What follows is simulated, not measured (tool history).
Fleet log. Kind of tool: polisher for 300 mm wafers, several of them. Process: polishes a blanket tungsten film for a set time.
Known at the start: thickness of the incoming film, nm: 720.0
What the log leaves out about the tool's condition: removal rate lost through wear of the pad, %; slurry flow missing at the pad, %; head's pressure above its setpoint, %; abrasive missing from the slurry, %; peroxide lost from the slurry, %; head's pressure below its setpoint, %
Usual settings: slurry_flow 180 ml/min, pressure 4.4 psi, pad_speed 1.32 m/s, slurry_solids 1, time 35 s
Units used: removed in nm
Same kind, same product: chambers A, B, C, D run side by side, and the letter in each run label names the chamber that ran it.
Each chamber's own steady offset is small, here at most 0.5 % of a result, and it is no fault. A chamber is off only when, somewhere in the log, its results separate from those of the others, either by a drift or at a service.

run,hour,slurry_flow,pressure,pad_speed,slurry_solids,time,wafers polished on this pad,hours since the slurry nozzle was cleaned,hours since the head pressure was calibrated,hours since the slurry blender was calibrated,hours since the slurry got fresh peroxide,removed
# hour 7.7: chamber A: slurry nozzle cleaned
1D,10.5,180,4.4,1.32,1,35,502,108.4,334.7,76.5,35.9,230.36
# hour 13.8: chamber A: worn pad replaced by a new one
# hour 14.9: chamber D: worn pad replaced by a new one
# hour 16.3: chamber A: slurry tank refilled with fresh slurry and peroxide
2C,21.7,180,4.4,1.32,1,35,458,127.8,73.4,93.2,24.9,231.13
# hour 23.2: chamber B: worn pad replaced by a new one
# hour 32.7: chamber C: worn pad replaced by a new one
3B,34.9,180,4.4,1.32,1,35,120,801.3,99,125.7,35.1,229.69
# hour 41.9: chamber B: slurry blender recalibrated
4A,46.2,180,4.4,1.32,1,35,331,38.5,749.3,53.9,30,235.05
# hour 51.1: chamber B: slurry nozzle cleaned
5C,56,180,4.4,1.32,1,35,238,162.1,107.7,127.5,59.2,231.22
# hour 67.4: chamber D: worn pad replaced by a new one
# hour 67.8: chamber B: slurry tank refilled with fresh slurry and peroxide
# hour 67.8: chamber C: slurry tank refilled with fresh slurry and peroxide
6A,68.8,180,4.4,1.32,1,35,562,61.1,771.9,76.5,52.6,235.25
7D,83.5,180,4.4,1.32,1,35,165,181.4,407.7,149.5,108.9,234.07
# hour 87.9: chamber C: worn pad replaced by a new one
8B,90.6,180,4.4,1.32,1,35,689,39.6,154.7,48.7,22.9,232.9
# hour 100: chamber B: worn pad replaced by a new one
9A,101.9,180,4.4,1.32,1,35,901,94.2,805,109.6,85.7,230.33
10C,111.3,180,4.4,1.32,1,35,239,217.4,163,182.8,43.5,232.28
# hour 113.9: chamber D: slurry blender recalibrated
# hour 115.9: chamber A: slurry tank refilled with fresh slurry and peroxide
11D,120.9,180,4.4,1.32,1,35,547,218.8,445.1,7,146.3,230.62
# hour 128.4: chamber D: worn pad replaced by a new one
# hour 130.5: chamber C: slurry tank refilled with fresh slurry and peroxide
# hour 133.8: chamber B: slurry tank refilled with fresh slurry and peroxide
12B,136,180,4.4,1.32,1,35,368,85,200.1,94.1,2.3,233.17
# hour 141: chamber C: slurry blender recalibrated
13D,143.6,180,4.4,1.32,1,35,156,241.5,467.8,29.7,169,231.39
# hour 146.3: chamber B: slurry blender recalibrated
# hour 156.5: chamber C: worn pad replaced by a new one
14C,159.2,180,4.4,1.32,1,35,27,265.3,210.9,18.3,28.8,234.54
15B,167.6,180,4.4,1.32,0.8,35,691,116.6,231.7,21.4,33.9,219.41
16A,178.6,180,4.4,1.32,0.8,35,1685,170.9,881.7,186.3,62.7,223.15
# hour 179.9: chamber A: worn pad replaced by a new one
# hour 182.9: chamber B: worn pad replaced by a new one
# hour 188.3: chamber B: slurry tank refilled with fresh slurry and peroxide
17D,190.6,180,4.4,1.32,0.8,35,636,288.5,514.8,76.7,216,213.42
# hour 193.1: chamber D: worn pad replaced by a new one
18B,199.7,180,4.4,1.32,0.8,35,172,148.7,263.8,53.5,11.4,220.82
# hour 201: chamber C: slurry nozzle cleaned
# hour 201.2: chamber C: slurry tank refilled with fresh slurry and peroxide
19A,207.3,180,4.4,1.32,1,35,281,199.6,910.4,215,91.4,234.04
20C,216.8,180,4.4,1.32,1,35,616,15.9,268.5,75.9,15.6,231.86
21A,224.9,180,4.4,1.32,1,35,461,217.2,928,232.6,109,233.17
# hour 228.2: chamber C: worn pad replaced by a new one
# hour 231.8: chamber A: slurry tank refilled with fresh slurry and peroxide
# hour 239.1: chamber B: slurry tank refilled with fresh slurry and peroxide
22D,239.5,180,4.4,1.32,1,35,475,337.4,563.7,125.6,264.9,221.06
23C,251.3,235,5.8,1.32,1,35,236,50.4,303,110.4,50.1,314.16
# hour 257.9: chamber B: worn pad replaced by a new one
24B,262.1,235,5.8,1.32,1,35,43,211.1,326.2,115.9,23,317.85
# hour 264.3: chamber C: slurry tank refilled with fresh slurry and peroxide
25B,271.3,235,5.8,1.32,1,35,138,220.3,335.4,125.1,32.2,313.95
# hour 285.3: chamber C: worn pad replaced by a new one
26A,285.9,235,5.8,1.32,1,35,1085,278.2,989,293.6,54.2,317.75
27C,297.6,180,4.4,1.32,1,35,126,96.7,349.3,156.7,33.4,235.26

The same settings go to every chamber for the next run, one line per chamber below. Forecast the results for each:
28A,308.9,180,4.4,1.32,1,35,,,,,,?
28B,308.9,180,4.4,1.32,1,35,,,,,,?
28C,308.9,180,4.4,1.32,1,35,,,,,,?
28D,308.9,180,4.4,1.32,1,35,,,,,,?

run,removed
28A,231.87
28B,232.31
28C,231.42
28D,215.3

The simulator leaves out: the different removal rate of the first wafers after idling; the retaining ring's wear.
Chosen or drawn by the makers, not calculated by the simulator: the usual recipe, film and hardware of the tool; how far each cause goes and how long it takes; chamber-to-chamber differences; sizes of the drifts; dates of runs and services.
